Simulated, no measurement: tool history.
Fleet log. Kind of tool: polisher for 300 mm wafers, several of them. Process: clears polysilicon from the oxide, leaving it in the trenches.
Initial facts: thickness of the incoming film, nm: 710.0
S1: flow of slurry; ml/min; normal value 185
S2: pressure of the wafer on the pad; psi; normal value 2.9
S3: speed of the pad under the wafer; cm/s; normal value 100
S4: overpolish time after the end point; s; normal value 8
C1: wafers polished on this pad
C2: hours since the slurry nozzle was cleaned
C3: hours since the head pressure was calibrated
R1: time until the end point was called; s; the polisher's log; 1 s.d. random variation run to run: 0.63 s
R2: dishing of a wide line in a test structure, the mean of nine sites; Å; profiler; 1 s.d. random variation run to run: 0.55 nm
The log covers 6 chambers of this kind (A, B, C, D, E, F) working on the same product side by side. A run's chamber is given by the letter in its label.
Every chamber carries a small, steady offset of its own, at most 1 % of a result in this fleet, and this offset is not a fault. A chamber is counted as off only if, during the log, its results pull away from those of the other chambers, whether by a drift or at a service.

| run | hour | S1 | S2 | S3 | S4 | C1 | C2 | C3 | R1 | R2 |
|---|---|---|---|---|---|---|---|---|---|---|
| 1E | 4.9 | 185 | 2.9 | 100 | 8 | 556 | 448.8 | 1479.9 | 50.417 | 388.31 |
| 2C | 9.2 | 185 | 2.9 | 100 | 8 | 244 | 220.9 | 430.2 | 50.061 | 389.37 |
|  | 10.1 | chamber A: worn pad replaced by a new one |
| 3B | 15.8 | 185 | 2.9 | 100 | 8 | 375 | 15.8 | 234.7 | 51.537 | 376.35 |
|  | 18.4 | chamber E: head pressure recalibrated |
| 4F | 21 | 185 | 2.9 | 100 | 8 | 653 | 543 | 283.3 | 50.289 | 377.82 |
| 5D | 24.2 | 185 | 2.9 | 100 | 8 | 517 | 179.6 | 396.9 | 49.12 | 383.69 |
|  | 29.7 | chamber E: worn pad replaced by a new one |
|  | 31.2 | chamber D: worn pad replaced by a new one |
| 6A | 31.2 | 185 | 2.9 | 100 | 8 | 253 | 410.6 | 726.8 | 50.131 | 388.25 |
| 7E | 37.2 | 185 | 2.9 | 100 | 8 | 91 | 481.1 | 18.8 | 50.529 | 374.34 |
|  | 39.3 | chamber D: head pressure recalibrated |
|  | 42.6 | chamber B: worn pad replaced by a new one |
| 8B | 44.6 | 185 | 2.9 | 100 | 8 | 24 | 44.6 | 263.5 | 49.421 | 385.34 |
| 9F | 50.7 | 185 | 2.9 | 100 | 8 | 1010 | 572.7 | 313 | 52.56 | 384.83 |
| 10C | 55.5 | 185 | 2.9 | 100 | 3 | 800 | 267.2 | 476.5 | 49.949 | 263.27 |
| 11A | 58.9 | 185 | 2.9 | 100 | 3 | 586 | 438.3 | 754.5 | 51.147 | 259.9 |
| 12D | 66.2 | 185 | 2.9 | 100 | 3 | 421 | 221.6 | 27 | 50.652 | 264.91 |
| 13B | 71.8 | 185 | 2.9 | 100 | 3 | 351 | 71.8 | 290.7 | 50.306 | 263.85 |
| 14F | 76.5 | 185 | 2.9 | 100 | 3 | 1320 | 598.5 | 338.8 | 52.109 | 258.44 |
| 15A | 81.5 | 185 | 2.9 | 100 | 3 | 857 | 460.9 | 777.1 | 50.234 | 267.67 |
|  | 81.9 | chamber D: worn pad replaced by a new one |
| 16D | 88.9 | 185 | 2.9 | 100 | 8 | 84 | 244.3 | 49.7 | 48.838 | 381.03 |
|  | 91.3 | chamber C: worn pad replaced by a new one |
| 17C | 92.5 | 145 | 2.9 | 100 | 13 | 14 | 304.2 | 513.5 | 51.712 | 404.73 |
| 18E | 98.8 | 145 | 2.9 | 100 | 13 | 831 | 542.7 | 80.4 | 52.679 | 409.17 |
|  | 101.2 | chamber A: worn pad replaced by a new one |
|  | 102.3 | chamber E: worn pad replaced by a new one |
| 19D | 103.1 | 145 | 2.9 | 100 | 13 | 255 | 258.5 | 63.9 | 51.795 | 399.37 |
|  | 103.5 | chamber B: worn pad replaced by a new one |
| 20F | 108.2 | 145 | 2.9 | 100 | 13 | 1701 | 630.2 | 370.5 | 54.417 | 401.23 |
| 21C | 115.1 | 145 | 2.9 | 100 | 13 | 286 | 326.8 | 536.1 | 52.595 | 404.51 |
| 22E | 120.3 | 145 | 2.9 | 100 | 13 | 216 | 564.2 | 101.9 | 52.135 | 409.89 |
|  | 123.8 | chamber E: slurry nozzle cleaned |
| 23B | 124.2 | 185 | 2.9 | 100 | 8 | 248 | 124.2 | 343.1 | 50.409 | 386.47 |
| 24A | 128.1 | 185 | 2.9 | 100 | 8 | 323 | 507.5 | 823.7 | 51.366 | 367.65 |
| 25F | 131.3 | 185 | 2.9 | 100 | 8 | 1978 | 653.3 | 393.6 | 53.943 | 373.73 |
|  | 133.4 | chamber D: worn pad replaced by a new one |
| 26D | 135.8 | 240 | 2.9 | 100 | 8 | 29 | 291.2 | 96.6 | 47.958 | 385.29 |
| 27C | 141.1 | 240 | 2.9 | 100 | 8 | 598 | 352.8 | 562.1 | 48.992 | 384.87 |
| 28A | 146.4 | 240 | 2.9 | 100 | 8 | 543 | 525.8 | 842 | 50.127 | 382.91 |
| 29E | 149.9 | 240 | 2.9 | 100 | 8 | 572 | 26.1 | 131.5 | 48.031 | 394.38 |
| 30B | 157.1 | 240 | 2.9 | 100 | 8 | 644 | 157.1 | 376 | 49.827 | 383.56 |
|  | 161.4 | chamber B: worn pad replaced by a new one |
| 31B | 162.8 | 240 | 2.9 | 100 | 8 | 16 | 162.8 | 381.7 | 47.98 | 383.65 |
| 32D | 169.1 | 185 | 3.4 | 100 | 8 | 429 | 324.5 | 129.9 | 41.863 | 396.8 |
|  | 171 | chamber F: slurry nozzle cleaned |
| 33F | 174.3 | 185 | 3.4 | 100 | 8 | 2495 | 3.3 | 436.6 | 46.154 | 387.57 |
|  | 176.9 | chamber D: worn pad replaced by a new one |
| 34C | 179.3 | 185 | 3.4 | 100 | 8 | 1057 | 391 | 600.3 | 43.435 | 393.41 |
|  | 180.6 | chamber E: worn pad replaced by a new one |
| 35E | 184.1 | 185 | 3.4 | 100 | 8 | 42 | 60.3 | 165.7 | 42.784 | 392.21 |
|  | 184.3 | chamber C: slurry nozzle cleaned |
| 36A | 189.7 | 185 | 3.4 | 100 | 8 | 1063 | 569.1 | 885.3 | 42.787 | 383.15 |
|  | 192.7 | chamber A: worn pad replaced by a new one |
|  | 193.2 | chamber C: worn pad replaced by a new one |
| 37D | 197 | 185 | 3.4 | 100 | 8 | 241 | 352.4 | 157.8 | 42.612 | 389.78 |
| 38C | 204.2 | 140 | 2.9 | 100 | 8 | 132 | 19.9 | 625.2 | 53.226 | 392.49 |
| 39F | 208 | 140 | 2.9 | 100 | 8 | 2900 | 37 | 470.3 | 59.119 | 374.54 |
| 40B | 212.8 | 140 | 2.9 | 100 | 8 | 617 | 212.8 | 431.7 | 53.568 | 381.32 |
| 41A | 216.8 | 140 | 2.9 | 100 | 8 | 289 | 596.2 | 912.4 | 52.452 | 387.16 |
| 42E | 220.5 | 140 | 2.9 | 100 | 8 | 480 | 96.7 | 202.1 | 51.641 | 380.96 |
|  | 224.1 | chamber D: worn pad replaced by a new one |
| 43A | 224.8 | 140 | 2.9 | 100 | 8 | 385 | 604.2 | 920.4 | 53.057 | 375.51 |
| 44D | 231.6 | 185 | 2.9 | 100 | 8 | 91 | 387 | 192.4 | 49.751 | 385.93 |

Does one chamber stand apart from the rest, does the shared gauge drift, or is all well apart from small per-chamber offsets? Give the chamber and the most likely cause, where there is one.

Chamber F drifts away from the others.
What lies behind it: removal rate lost through wear of the pad, % = 11.1.
Not necessarily distinguishable in this log from: head's pressure below its setpoint, %.

Below are 4 candidate recipes for chamber F's next run, each the usual settings with a change, their results shown as question marks. Which of them brings F's results back in line with what the other chambers give on the usual settings?
In-line tolerance around the mean of the other chambers on the usual settings: R1 2.2 s; R2 19 Å
| 45F-1 | 237 | 185 | 3.1 | 106 | 8 |  |  |  | ? | ? |
| 45F-2 | 237 | 185 | 2.8 | 98 | 8 |  |  |  | ? | ? |
| 45F-3 | 237 | 185 | 3 | 102 | 8 |  |  |  | ? | ? |
| 45F-4 | 237 | 185 | 2.7 | 94 | 8 |  |  |  | ? | ? |

The mean the other chambers reach with the usual settings: R1 50.414 s; R2 383.86 Å
| run | R1 | R2 |
|---|---|---|
| 45F-1 | 49.933 | 377.79 |
| 45F-2 | 59.72 | 363.06 |
| 45F-3 | 53.602 | 372.43 |
| 45F-4 | 64.539 | 355.45 |
It is 45F-1 that realigns the chamber with its peers.
